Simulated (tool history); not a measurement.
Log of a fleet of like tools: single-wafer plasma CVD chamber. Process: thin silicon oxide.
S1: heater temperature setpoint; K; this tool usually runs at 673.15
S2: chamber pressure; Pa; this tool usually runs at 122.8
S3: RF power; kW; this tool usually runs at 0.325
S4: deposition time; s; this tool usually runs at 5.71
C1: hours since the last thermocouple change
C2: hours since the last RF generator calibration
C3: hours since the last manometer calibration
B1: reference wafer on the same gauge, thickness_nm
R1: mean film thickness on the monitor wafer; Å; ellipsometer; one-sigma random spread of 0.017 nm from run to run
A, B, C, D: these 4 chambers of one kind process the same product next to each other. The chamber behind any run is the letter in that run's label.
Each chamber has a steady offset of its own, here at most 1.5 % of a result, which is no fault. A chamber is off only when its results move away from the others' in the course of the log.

run 1B hour=3.3 | S1=673.15 S2=122.8 S3=0.325 S4=5.71 | C1=1391.3 C2=402.5 C3=725 | B1=10.601 | R1=121.59
run 2D hour=7.7 | S1=673.15 S2=122.8 S3=0.325 S4=5.71 | C1=96.4 C2=1403.5 C3=2024.1 | B1=10.594 | R1=122.54
run 3A hour=11.5 | S1=673.15 S2=122.8 S3=0.325 S4=5.71 | C1=761.7 C2=428.1 C3=411.2 | B1=10.597 | R1=122.17
run 4C hour=15.8 | S1=673.15 S2=122.8 S3=0.325 S4=5.71 | C1=1859.8 C2=1454 C3=374.2 | B1=10.596 | R1=123.57
run 5A hour=21 | S1=673.15 S2=122.8 S3=0.325 S4=5.71 | C1=771.2 C2=437.6 C3=420.7 | B1=10.59 | R1=122.14
run 6B hour=24.1 | S1=673.15 S2=122.8 S3=0.325 S4=5.71 | C1=1412.1 C2=423.3 C3=745.8 | B1=10.589 | R1=121.04
run 7C hour=29.3 | S1=673.15 S2=122.8 S3=0.325 S4=5.71 | C1=1873.3 C2=1467.5 C3=387.7 | B1=10.587 | R1=123.74
run 8D hour=33.3 | S1=673.15 S2=122.8 S3=0.325 S4=5.71 | C1=122 C2=1429.1 C3=2049.7 | B1=10.587 | R1=122.25
run 9D hour=35.8 | S1=673.15 S2=122.8 S3=0.325 S4=5.71 | C1=124.5 C2=1431.6 C3=2052.2 | B1=10.584 | R1=122.19
run 10A hour=40 | S1=673.15 S2=122.8 S3=0.325 S4=5.71 | C1=790.2 C2=456.6 C3=439.7 | B1=10.584 | R1=122.24
run 11C hour=44.8 | S1=673.15 S2=122.8 S3=0.325 S4=5.71 | C1=1888.8 C2=1483 C3=403.2 | B1=10.579 | R1=123.87
run 12B hour=48.4 | S1=673.15 S2=122.8 S3=0.325 S4=5.71 | C1=1436.4 C2=447.6 C3=770.1 | B1=10.58 | R1=121.17
run 13C hour=52.8 | S1=673.15 S2=122.8 S3=0.325 S4=5.71 | C1=1896.8 C2=1491 C3=411.2 | B1=10.579 | R1=123.48
run 14B hour=58.2 | S1=673.15 S2=122.8 S3=0.325 S4=5.71 | C1=1446.2 C2=457.4 C3=779.9 | B1=10.574 | R1=121.11
run 15A hour=60.9 | S1=678.15 S2=122.8 S3=0.35 S4=5.71 | C1=811.1 C2=477.5 C3=460.6 | B1=10.577 | R1=125.16
run 16D hour=65.7 | S1=678.15 S2=122.8 S3=0.35 S4=5.71 | C1=154.4 C2=1461.5 C3=2082.1 | B1=10.574 | R1=125.04
run 17D hour=70.9 | S1=678.15 S2=122.8 S3=0.35 S4=5.71 | C1=159.6 C2=1466.7 C3=2087.3 | B1=10.573 | R1=125.04
run 18B hour=76.1 | S1=678.15 S2=122.8 S3=0.35 S4=5.71 | C1=1464.1 C2=475.3 C3=797.8 | B1=10.566 | R1=124.36
run 19A hour=78.7 | S1=673.15 S2=122.8 S3=0.325 S4=5.71 | C1=828.9 C2=495.3 C3=478.4 | B1=10.564 | R1=122.02
run 20C hour=81.3 | S1=679.15 S2=148.7 S3=0.325 S4=5.71 | C1=1925.3 C2=1519.5 C3=439.7 | B1=10.566 | R1=141.09
run 21C hour=84.5 | S1=679.15 S2=148.7 S3=0.325 S4=5.71 | C1=1928.5 C2=1522.7 C3=442.9 | B1=10.562 | R1=140.97
run 22B hour=89.6 | S1=679.15 S2=148.7 S3=0.325 S4=5.71 | C1=1477.6 C2=488.8 C3=811.3 | B1=10.567 | R1=137.8
run 23A hour=94.2 | S1=679.15 S2=148.7 S3=0.325 S4=5.71 | C1=844.4 C2=510.8 C3=493.9 | B1=10.56 | R1=139.17
run 24D hour=97.1 | S1=673.15 S2=122.8 S3=0.325 S4=5.71 | C1=185.8 C2=1492.9 C3=2113.5 | B1=10.561 | R1=121.6
run 25D hour=100 | S1=673.15 S2=122.8 S3=0.325 S4=5.71 | C1=188.7 C2=1495.8 C3=2116.4 | B1=10.556 | R1=121.55
run 26A hour=102.3 | S1=673.15 S2=122.8 S3=0.325 S4=5.71 | C1=852.5 C2=518.9 C3=502 | B1=10.552 | R1=121.67
run 27C hour=105.7 | S1=673.15 S2=122.8 S3=0.325 S4=5.71 | C1=1949.7 C2=1543.9 C3=464.1 | B1=10.556 | R1=123.5
run 28B hour=108.5 | S1=673.15 S2=122.8 S3=0.325 S4=5.71 | C1=1496.5 C2=507.7 C3=830.2 | B1=10.558 | R1=120.54
run 29B hour=112.4 | S1=673.15 S2=122.8 S3=0.325 S4=5.71 | C1=1500.4 C2=511.6 C3=834.1 | B1=10.552 | R1=120.75
run 30A hour=117.6 | S1=673.15 S2=122.8 S3=0.325 S4=5.71 | C1=867.8 C2=534.2 C3=517.3 | B1=10.545 | R1=121.93
run 31C hour=120.2 | S1=673.15 S2=122.8 S3=0.325 S4=5.71 | C1=1964.2 C2=1558.4 C3=478.6 | B1=10.549 | R1=123.36
run 32D hour=125.4 | S1=673.15 S2=122.8 S3=0.325 S4=5.71 | C1=214.1 C2=1521.2 C3=2141.8 | B1=10.549 | R1=121.63
run 33A hour=128.6 | S1=673.15 S2=122.8 S3=0.325 S4=5.71 | C1=878.8 C2=545.2 C3=528.3 | B1=10.549 | R1=121.7
run 34C hour=131.6 | S1=673.15 S2=122.8 S3=0.325 S4=5.71 | C1=1975.6 C2=1569.8 C3=490 | B1=10.545 | R1=123.19
run 35B hour=134.9 | S1=673.15 S2=122.8 S3=0.325 S4=4.82 | C1=1522.9 C2=534.1 C3=856.6 | B1=10.547 | R1=101.83
run 36D hour=138.2 | S1=673.15 S2=122.8 S3=0.325 S4=4.82 | C1=226.9 C2=1534 C3=2154.6 | B1=10.542 | R1=102.49
run 37A hour=140.7 | S1=673.15 S2=122.8 S3=0.325 S4=4.82 | C1=890.9 C2=557.3 C3=540.4 | B1=10.543 | R1=102.77
run 38C hour=143.8 | S1=673.15 S2=122.8 S3=0.325 S4=4.82 | C1=1987.8 C2=1582 C3=502.2 | B1=10.543 | R1=103.8

Has any chamber moved away from the others, gradually or after a service, or does the common gauge drift, or do the chambers differ only by their own small steady offsets? State the chamber and the most likely cause if one applies.

The gauge drifts, so all chambers seem to drift together. No chamber is off.
What lies behind it: gauge reads low (%) = 0.58.
